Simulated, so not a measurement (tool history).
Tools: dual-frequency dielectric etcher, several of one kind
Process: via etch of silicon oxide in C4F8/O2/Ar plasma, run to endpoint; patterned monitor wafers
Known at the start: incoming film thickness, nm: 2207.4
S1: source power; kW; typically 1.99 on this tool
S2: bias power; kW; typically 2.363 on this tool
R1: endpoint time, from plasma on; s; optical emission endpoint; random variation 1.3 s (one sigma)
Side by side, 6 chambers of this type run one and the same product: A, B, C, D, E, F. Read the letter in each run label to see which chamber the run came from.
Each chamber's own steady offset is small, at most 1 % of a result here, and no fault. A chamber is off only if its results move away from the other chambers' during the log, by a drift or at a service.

run	hour	S1	S2	R1
1E	9.6	1.99	2.363	418.61
2F	15.4	1.99	2.363	417.36
3B	24.4	1.99	2.363	417.5
4C	32.8	1.99	2.363	420.39
5A	42.3	1.99	2.363	416.57
6D	49.8	1.99	2.363	417.2
7C	57.2	1.99	2.363	419.33
# hour 59.5: chamber D: bias power generator calibrated
8D	69.3	1.99	2.363	413.8
9A	78.1	1.99	2.363	415.75
10F	87.2	1.99	2.363	416.76
11E	94.4	1.99	2.363	418.49
12B	105.4	2.43	2.363	383.08
13C	111.2	2.43	2.363	386.77
# hour 112.1: chamber A: wet clean of the chamber
# hour 119.1: chamber B: wet clean of the chamber
14A	120.4	2.43	2.363	382.5
15D	131.6	2.43	2.363	384.18
# hour 137.2: chamber E: bias power generator calibrated
16E	141.7	2.43	2.363	387.59
17B	152.4	2.43	2.363	380.86
18F	162.3	1.99	2.363	413.61
19D	175.1	2.15	2.872	380.99
20B	187.3	2.15	2.872	379.06
21F	198.8	2.15	2.872	376.07
22C	208.6	2.15	2.872	382.47
23E	217.7	2.15	2.872	384.36
24A	227.8	2.15	2.872	380.43
25C	240.6	1.99	2.363	418.93
26A	249	1.99	2.363	416.56
# hour 254.4: chamber C: bias power generator calibrated
27E	255.3	1.99	2.363	418.49
28D	263.2	1.99	2.363	416.4
29F	269.2	1.99	2.363	405.06
30B	281.4	1.99	2.363	413.18
# hour 284.9: chamber C: wet clean of the chamber
31E	288.9	1.99	2.363	420.96
32A	297.5	1.99	2.363	414.23
33F	304.6	1.99	1.848	434.41
34C	312.3	1.99	1.848	447.98
# hour 316.4: chamber D: wet clean of the chamber
35D	323.5	1.99	1.848	445.46
36B	330.9	1.99	1.848	444.06
37A	343.5	1.99	1.848	446.11
38F	349.1	1.99	1.848	429.69

All chambers now run identical settings, listed one chamber a line with results as question marks. What results will each chamber show?
39A	358.3	1.58	2.363	?
39B	358.3	1.58	2.363	?
39C	358.3	1.58	2.363	?
39D	358.3	1.58	2.363	?
39E	358.3	1.58	2.363	?
39F	358.3	1.58	2.363	?

run	R1
39A	456.25
39B	454.82
39C	457.22
39D	454.34
39E	458.84
39F	435.27

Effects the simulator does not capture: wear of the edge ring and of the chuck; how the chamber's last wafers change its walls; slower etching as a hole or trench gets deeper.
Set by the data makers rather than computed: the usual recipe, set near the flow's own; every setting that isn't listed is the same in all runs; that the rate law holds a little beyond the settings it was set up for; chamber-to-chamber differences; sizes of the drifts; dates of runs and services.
